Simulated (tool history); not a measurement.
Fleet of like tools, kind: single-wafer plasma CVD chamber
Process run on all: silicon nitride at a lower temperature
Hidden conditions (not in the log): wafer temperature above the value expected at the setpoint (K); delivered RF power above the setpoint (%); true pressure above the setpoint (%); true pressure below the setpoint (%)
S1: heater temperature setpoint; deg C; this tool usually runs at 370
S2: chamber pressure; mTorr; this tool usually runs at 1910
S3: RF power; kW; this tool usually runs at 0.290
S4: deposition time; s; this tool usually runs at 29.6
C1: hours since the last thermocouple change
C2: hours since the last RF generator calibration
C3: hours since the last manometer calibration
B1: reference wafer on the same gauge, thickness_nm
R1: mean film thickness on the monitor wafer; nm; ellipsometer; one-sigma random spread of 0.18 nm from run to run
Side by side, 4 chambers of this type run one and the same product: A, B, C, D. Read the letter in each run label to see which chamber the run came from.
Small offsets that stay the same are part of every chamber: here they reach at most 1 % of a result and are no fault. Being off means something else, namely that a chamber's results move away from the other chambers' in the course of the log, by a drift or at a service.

| run | hour | S1 | S2 | S3 | S4 | C1 | C2 | C3 | B1 | R1 |
|---|---|---|---|---|---|---|---|---|---|---|
| 1D | 12.0 | 370 | 1910 | 0.290 | 29.6 | 729.0 | 1405.7 | 785.7 | 28.521 | 35.401 |
| 2A | 23.1 | 370 | 1910 | 0.290 | 29.6 | 1867.1 | 618.5 | 929.1 | 28.522 | 35.152 |
| 3B | 31.5 | 370 | 1910 | 0.290 | 29.6 | 292.1 | 841.9 | 1144.0 | 28.516 | 35.250 |
| 4C | 38.9 | 370 | 1910 | 0.290 | 29.6 | 1151.1 | 622.1 | 1064.9 | 28.473 | 36.081 |
| 5A | 48.1 | 370 | 1910 | 0.290 | 29.6 | 1892.1 | 643.5 | 954.1 | 28.499 | 35.602 |
| 6C | 54.9 | 364 | 1910 | 0.290 | 33.5 | 1167.1 | 638.1 | 1080.9 | 28.473 | 40.813 |
| 7D | 61.6 | 364 | 1910 | 0.290 | 33.5 | 778.6 | 1455.3 | 835.3 | 28.515 | 40.559 |
| 8B | 71.0 | 364 | 1910 | 0.290 | 33.5 | 331.6 | 881.4 | 1183.5 | 28.499 | 40.062 |
| 9A | 80.9 | 364 | 1910 | 0.290 | 33.5 | 1924.9 | 676.3 | 986.9 | 28.515 | 40.082 |
| 10B | 91.4 | 370 | 1910 | 0.290 | 29.6 | 352.0 | 901.8 | 1203.9 | 28.490 | 35.529 |
| 11D | 100.5 | 370 | 1910 | 0.290 | 29.6 | 817.5 | 1494.2 | 874.2 | 28.485 | 35.445 |
| 12C | 109.5 | 370 | 1910 | 0.290 | 29.6 | 1221.7 | 692.7 | 1135.5 | 28.515 | 35.596 |
| 13C | 119.5 | 370 | 1910 | 0.290 | 29.6 | 1231.7 | 702.7 | 1145.5 | 28.539 | 35.573 |
| 14A | 129.2 | 370 | 1910 | 0.290 | 29.6 | 1973.2 | 724.6 | 1035.2 | 28.492 | 35.372 |
| 15D | 139.4 | 370 | 1910 | 0.290 | 29.6 | 856.4 | 1533.1 | 913.1 | 28.474 | 35.157 |
| 16B | 147.9 | 370 | 1910 | 0.290 | 29.6 | 408.5 | 958.3 | 1260.4 | 28.484 | 35.554 |
|  | 153.7 | chamber D: thermocouple changed; heater temperature recalibrated |
| 17D | 156.3 | 370 | 1910 | 0.290 | 29.6 | 2.6 | 1550.0 | 930.0 | 28.492 | 35.361 |
| 18B | 165.6 | 370 | 1910 | 0.290 | 29.6 | 426.2 | 976.0 | 1278.1 | 28.494 | 35.651 |
| 19C | 174.3 | 379 | 2080 | 0.290 | 29.6 | 1286.5 | 757.5 | 1200.3 | 28.517 | 36.351 |
|  | 177.2 | chamber A: thermocouple changed; heater temperature recalibrated |
|  | 180.9 | chamber B: RF generator calibrated |
| 20A | 183.6 | 379 | 2080 | 0.290 | 29.6 | 6.4 | 779.0 | 1089.6 | 28.475 | 35.912 |
| 21A | 194.8 | 379 | 2080 | 0.290 | 29.6 | 17.6 | 790.2 | 1100.8 | 28.489 | 36.286 |
| 22C | 203.1 | 379 | 2080 | 0.290 | 29.6 | 1315.3 | 786.3 | 1229.1 | 28.514 | 36.563 |
| 23D | 210.9 | 370 | 1910 | 0.290 | 29.6 | 57.2 | 1604.6 | 984.6 | 28.474 | 35.732 |
| 24B | 221.0 | 370 | 1910 | 0.290 | 29.6 | 481.6 | 40.2 | 1333.5 | 28.473 | 35.769 |
| 25D | 228.2 | 370 | 1910 | 0.290 | 29.6 | 74.5 | 1621.9 | 1001.9 | 28.501 | 35.281 |
| 26B | 238.6 | 370 | 1910 | 0.290 | 27.4 | 499.2 | 57.8 | 1351.1 | 28.506 | 32.732 |
| 27A | 248.4 | 370 | 1910 | 0.290 | 27.4 | 71.2 | 843.8 | 1154.4 | 28.519 | 32.387 |
| 28C | 258.1 | 370 | 1910 | 0.290 | 27.4 | 1370.3 | 841.3 | 1284.1 | 28.457 | 33.403 |
| 29C | 270.4 | 370 | 1910 | 0.290 | 27.4 | 1382.6 | 853.6 | 1296.4 | 28.487 | 33.397 |
| 30D | 278.5 | 370 | 1910 | 0.290 | 29.6 | 124.8 | 1672.2 | 1052.2 | 28.449 | 35.323 |
| 31B | 288.5 | 370 | 1910 | 0.290 | 29.6 | 549.1 | 107.7 | 1401.0 | 28.519 | 35.072 |
|  | 290.7 | chamber C: thermocouple changed; heater temperature recalibrated |
| 32A | 295.4 | 370 | 1910 | 0.290 | 24.1 | 118.2 | 890.8 | 1201.4 | 28.441 | 28.669 |
| 33A | 302.2 | 370 | 1910 | 0.290 | 24.1 | 125.0 | 897.6 | 1208.2 | 28.516 | 28.669 |
| 34C | 312.9 | 370 | 1910 | 0.290 | 24.1 | 22.3 | 896.1 | 1338.9 | 28.507 | 29.143 |
| 35B | 324.1 | 370 | 1910 | 0.290 | 24.1 | 584.7 | 143.3 | 1436.6 | 28.523 | 28.845 |
| 36D | 329.5 | 370 | 1910 | 0.290 | 29.6 | 175.8 | 1723.2 | 1103.2 | 28.509 | 35.237 |
| 37D | 341.7 | 370 | 1910 | 0.290 | 29.6 | 188.0 | 1735.4 | 1115.4 | 28.500 | 35.668 |
| 38A | 348.2 | 370 | 1910 | 0.290 | 29.6 | 171.0 | 943.6 | 1254.2 | 28.466 | 35.259 |
| 39C | 356.8 | 370 | 1910 | 0.290 | 29.6 | 66.2 | 940.0 | 1382.8 | 28.482 | 35.911 |
|  | 363.2 | chamber A: capacitance manometer re-zeroed and calibrated |
| 40B | 363.7 | 370 | 1910 | 0.290 | 29.6 | 624.3 | 182.9 | 1476.2 | 28.525 | 35.324 |
| 41D | 374.0 | 370 | 1910 | 0.290 | 29.6 | 220.3 | 1767.7 | 1147.7 | 28.471 | 34.879 |
| 42C | 382.2 | 370 | 1910 | 0.290 | 29.6 | 91.6 | 965.4 | 1408.2 | 28.483 | 35.512 |
| 43B | 391.7 | 370 | 1910 | 0.290 | 29.6 | 652.3 | 210.9 | 1504.2 | 28.500 | 35.427 |
| 44A | 403.8 | 370 | 1910 | 0.290 | 29.6 | 226.6 | 999.2 | 40.6 | 28.509 | 35.447 |

What goes on in this fleet: one chamber off, a drifting gauge, or nothing beyond the chambers' own small offsets? Name the chamber and the cause, if any.

All chambers stay in line apart from their small fixed offsets, and the gauge does not drift.
